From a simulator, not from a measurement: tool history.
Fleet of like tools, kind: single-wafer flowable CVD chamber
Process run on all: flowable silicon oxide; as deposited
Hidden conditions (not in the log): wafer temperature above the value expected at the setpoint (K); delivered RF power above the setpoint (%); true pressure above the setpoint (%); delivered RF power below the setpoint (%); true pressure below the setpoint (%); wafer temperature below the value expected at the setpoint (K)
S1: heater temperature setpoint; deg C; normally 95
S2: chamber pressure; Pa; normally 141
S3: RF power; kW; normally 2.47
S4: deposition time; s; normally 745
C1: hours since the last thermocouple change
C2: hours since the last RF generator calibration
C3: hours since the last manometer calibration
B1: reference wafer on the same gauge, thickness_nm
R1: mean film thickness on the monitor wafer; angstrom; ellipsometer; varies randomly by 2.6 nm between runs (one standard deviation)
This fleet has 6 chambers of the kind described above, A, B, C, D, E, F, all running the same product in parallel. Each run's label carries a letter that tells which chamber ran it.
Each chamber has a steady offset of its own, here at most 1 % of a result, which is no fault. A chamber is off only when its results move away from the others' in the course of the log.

{"run": "1B", "hour": 7.9, "S1": 95, "S2": 141, "S3": 2.47, "S4": 745, "C1": 962.4, "C2": 469.7, "C3": 869.4, "B1": 761.25, "R1": 7796.3}
{"run": "2A", "hour": 15.0, "S1": 95, "S2": 141, "S3": 2.47, "S4": 745, "C1": 1571.6, "C2": 299.8, "C3": 970.3, "B1": 760.6, "R1": 7900.9}
{"hour": 21.2, "done": "chamber A: thermocouple changed; heater temperature recalibrated"}
{"run": "3C", "hour": 21.6, "S1": 95, "S2": 141, "S3": 2.47, "S4": 745, "C1": 1576.5, "C2": 311.7, "C3": 264.6, "B1": 761.2, "R1": 7806.8}
{"run": "4E", "hour": 26.9, "S1": 95, "S2": 141, "S3": 2.47, "S4": 745, "C1": 503.8, "C2": 649.9, "C3": 950.8, "B1": 761.23, "R1": 7717.9}
{"run": "5D", "hour": 30.7, "S1": 95, "S2": 141, "S3": 2.47, "S4": 745, "C1": 1755.6, "C2": 888.1, "C3": 1572.6, "B1": 760.67, "R1": 7774.2}
{"run": "6F", "hour": 37.7, "S1": 95, "S2": 141, "S3": 2.47, "S4": 745, "C1": 175.4, "C2": 582.5, "C3": 378.1, "B1": 761.29, "R1": 7836.5}
{"hour": 40.7, "done": "chamber D: capacitance manometer re-zeroed and calibrated"}
{"run": "7D", "hour": 41.4, "S1": 95, "S2": 141, "S3": 2.47, "S4": 745, "C1": 1766.3, "C2": 898.8, "C3": 0.7, "B1": 760.91, "R1": 7836.5}
{"run": "8A", "hour": 48.6, "S1": 95, "S2": 141, "S3": 2.47, "S4": 745, "C1": 27.5, "C2": 333.4, "C3": 1003.9, "B1": 761.26, "R1": 7819}
{"run": "9F", "hour": 55.4, "S1": 95, "S2": 141, "S3": 2.47, "S4": 745, "C1": 193.1, "C2": 600.2, "C3": 395.8, "B1": 760.84, "R1": 7815.1}
{"run": "10E", "hour": 62.4, "S1": 95, "S2": 141, "S3": 2.47, "S4": 745, "C1": 539.3, "C2": 685.4, "C3": 986.3, "B1": 760.82, "R1": 7751.2}
{"run": "11B", "hour": 69.5, "S1": 95, "S2": 165, "S3": 2.805, "S4": 745, "C1": 1024, "C2": 531.3, "C3": 931, "B1": 760.71, "R1": 9463.1}
{"run": "12C", "hour": 73.8, "S1": 95, "S2": 165, "S3": 2.805, "S4": 745, "C1": 1628.7, "C2": 363.9, "C3": 316.8, "B1": 761.03, "R1": 9378}
{"run": "13B", "hour": 79.7, "S1": 95, "S2": 165, "S3": 2.805, "S4": 745, "C1": 1034.2, "C2": 541.5, "C3": 941.2, "B1": 761.12, "R1": 9462.7}
{"run": "14D", "hour": 85.1, "S1": 95, "S2": 165, "S3": 2.805, "S4": 745, "C1": 1810, "C2": 942.5, "C3": 44.4, "B1": 761.09, "R1": 9504.3}
{"run": "15E", "hour": 88.9, "S1": 95, "S2": 165, "S3": 2.805, "S4": 745, "C1": 565.8, "C2": 711.9, "C3": 1012.8, "B1": 760.95, "R1": 9333.8}
{"run": "16A", "hour": 95.1, "S1": 95, "S2": 165, "S3": 2.805, "S4": 745, "C1": 74, "C2": 379.9, "C3": 1050.4, "B1": 760.16, "R1": 9454.9}
{"run": "17F", "hour": 102.8, "S1": 95, "S2": 141, "S3": 2.47, "S4": 745, "C1": 240.5, "C2": 647.6, "C3": 443.2, "B1": 761.11, "R1": 7847.3}
{"run": "18C", "hour": 106.8, "S1": 90, "S2": 111, "S3": 2.47, "S4": 745, "C1": 1661.7, "C2": 396.9, "C3": 349.8, "B1": 761.03, "R1": 6927.9}
{"hour": 108.7, "done": "chamber D: thermocouple changed; heater temperature recalibrated"}
{"run": "19A", "hour": 114.1, "S1": 90, "S2": 111, "S3": 2.47, "S4": 745, "C1": 93, "C2": 398.9, "C3": 1069.4, "B1": 761.36, "R1": 6890.3}
{"run": "20E", "hour": 121.5, "S1": 90, "S2": 111, "S3": 2.47, "S4": 745, "C1": 598.4, "C2": 744.5, "C3": 1045.4, "B1": 760.8, "R1": 6767.2}
{"run": "21D", "hour": 130.1, "S1": 90, "S2": 111, "S3": 2.47, "S4": 745, "C1": 21.5, "C2": 987.5, "C3": 89.4, "B1": 761, "R1": 6982}
{"run": "22F", "hour": 136.6, "S1": 90, "S2": 111, "S3": 2.47, "S4": 745, "C1": 274.3, "C2": 681.4, "C3": 477, "B1": 760.9, "R1": 6868.7}
{"run": "23B", "hour": 140.7, "S1": 90, "S2": 111, "S3": 2.47, "S4": 745, "C1": 1095.2, "C2": 602.5, "C3": 1002.2, "B1": 761.16, "R1": 6763.8}
{"run": "24C", "hour": 145.6, "S1": 87, "S2": 141, "S3": 2.47, "S4": 873, "C1": 1700.5, "C2": 435.7, "C3": 388.6, "B1": 760.87, "R1": 11885}
{"run": "25F", "hour": 151.4, "S1": 87, "S2": 141, "S3": 2.47, "S4": 873, "C1": 289.1, "C2": 696.2, "C3": 491.8, "B1": 760.55, "R1": 11814}
{"run": "26A", "hour": 157.5, "S1": 87, "S2": 141, "S3": 2.47, "S4": 873, "C1": 136.4, "C2": 442.3, "C3": 1112.8, "B1": 760.55, "R1": 11847}
{"run": "27B", "hour": 165.9, "S1": 87, "S2": 141, "S3": 2.47, "S4": 873, "C1": 1120.4, "C2": 627.7, "C3": 1027.4, "B1": 760.98, "R1": 11801}
{"run": "28E", "hour": 171.6, "S1": 87, "S2": 141, "S3": 2.47, "S4": 873, "C1": 648.5, "C2": 794.6, "C3": 1095.5, "B1": 760.94, "R1": 11717}
{"run": "29D", "hour": 176.0, "S1": 87, "S2": 141, "S3": 2.47, "S4": 873, "C1": 67.4, "C2": 1033.4, "C3": 135.3, "B1": 761.14, "R1": 12196}
{"run": "30C", "hour": 183.1, "S1": 83, "S2": 141, "S3": 2.47, "S4": 834, "C1": 1738, "C2": 473.2, "C3": 426.1, "B1": 760.96, "R1": 12679}
{"run": "31F", "hour": 190.4, "S1": 83, "S2": 141, "S3": 2.47, "S4": 834, "C1": 328.1, "C2": 735.2, "C3": 530.8, "B1": 761.36, "R1": 12735}
{"hour": 195.5, "done": "chamber E: capacitance manometer re-zeroed and calibrated"}
{"run": "32A", "hour": 198.4, "S1": 83, "S2": 141, "S3": 2.47, "S4": 834, "C1": 177.3, "C2": 483.2, "C3": 1153.7, "B1": 761.09, "R1": 12748}
{"run": "33E", "hour": 203.9, "S1": 83, "S2": 141, "S3": 2.47, "S4": 834, "C1": 680.8, "C2": 826.9, "C3": 8.4, "B1": 760.67, "R1": 12607}
{"run": "34C", "hour": 211.3, "S1": 83, "S2": 141, "S3": 2.47, "S4": 834, "C1": 1766.2, "C2": 501.4, "C3": 454.3, "B1": 761.22, "R1": 12817}
{"run": "35D", "hour": 217.1, "S1": 83, "S2": 141, "S3": 2.47, "S4": 834, "C1": 108.5, "C2": 1074.5, "C3": 176.4, "B1": 760.82, "R1": 13103}
{"run": "36B", "hour": 221.3, "S1": 95, "S2": 141, "S3": 2.47, "S4": 745, "C1": 1175.8, "C2": 683.1, "C3": 1082.8, "B1": 760.73, "R1": 7737.6}
{"run": "37B", "hour": 226.3, "S1": 95, "S2": 141, "S3": 2.07, "S4": 696, "C1": 1180.8, "C2": 688.1, "C3": 1087.8, "B1": 760.75, "R1": 7091.1}
{"run": "38F", "hour": 230.2, "S1": 95, "S2": 141, "S3": 2.07, "S4": 696, "C1": 367.9, "C2": 775, "C3": 570.6, "B1": 761.57, "R1": 7068.1}
{"run": "39A", "hour": 234.2, "S1": 95, "S2": 141, "S3": 2.07, "S4": 696, "C1": 213.1, "C2": 519, "C3": 1189.5, "B1": 760.49, "R1": 7098.3}
{"run": "40C", "hour": 239.4, "S1": 95, "S2": 141, "S3": 2.07, "S4": 696, "C1": 1794.3, "C2": 529.5, "C3": 482.4, "B1": 761.05, "R1": 7149.8}
{"run": "41E", "hour": 244.7, "S1": 95, "S2": 141, "S3": 2.07, "S4": 696, "C1": 721.6, "C2": 867.7, "C3": 49.2, "B1": 761.06, "R1": 7045.5}
{"run": "42D", "hour": 252.8, "S1": 95, "S2": 141, "S3": 2.07, "S4": 696, "C1": 144.2, "C2": 1110.2, "C3": 212.1, "B1": 761.48, "R1": 7377.2}
{"run": "43A", "hour": 260.9, "S1": 95, "S2": 141, "S3": 2.47, "S4": 745, "C1": 239.8, "C2": 545.7, "C3": 1216.2, "B1": 761.33, "R1": 7841.6}

All chambers now run identical settings, listed one chamber a line with results as question marks. What results will each chamber show?
{"run": "44A", "hour": 267.1, "S1": 95, "S2": 141, "S3": 2.47, "S4": 745, "R1": "?"}
{"run": "44B", "hour": 267.1, "S1": 95, "S2": 141, "S3": 2.47, "S4": 745, "R1": "?"}
{"run": "44C", "hour": 267.1, "S1": 95, "S2": 141, "S3": 2.47, "S4": 745, "R1": "?"}
{"run": "44D", "hour": 267.1, "S1": 95, "S2": 141, "S3": 2.47, "S4": 745, "R1": "?"}
{"run": "44E", "hour": 267.1, "S1": 95, "S2": 141, "S3": 2.47, "S4": 745, "R1": "?"}
{"run": "44F", "hour": 267.1, "S1": 95, "S2": 141, "S3": 2.47, "S4": 745, "R1": "?"}

run=44A R1=7904.8
run=44B R1=7745
run=44C R1=7819
run=44D R1=8085.3
run=44E R1=7753.9
run=44F R1=7796.6

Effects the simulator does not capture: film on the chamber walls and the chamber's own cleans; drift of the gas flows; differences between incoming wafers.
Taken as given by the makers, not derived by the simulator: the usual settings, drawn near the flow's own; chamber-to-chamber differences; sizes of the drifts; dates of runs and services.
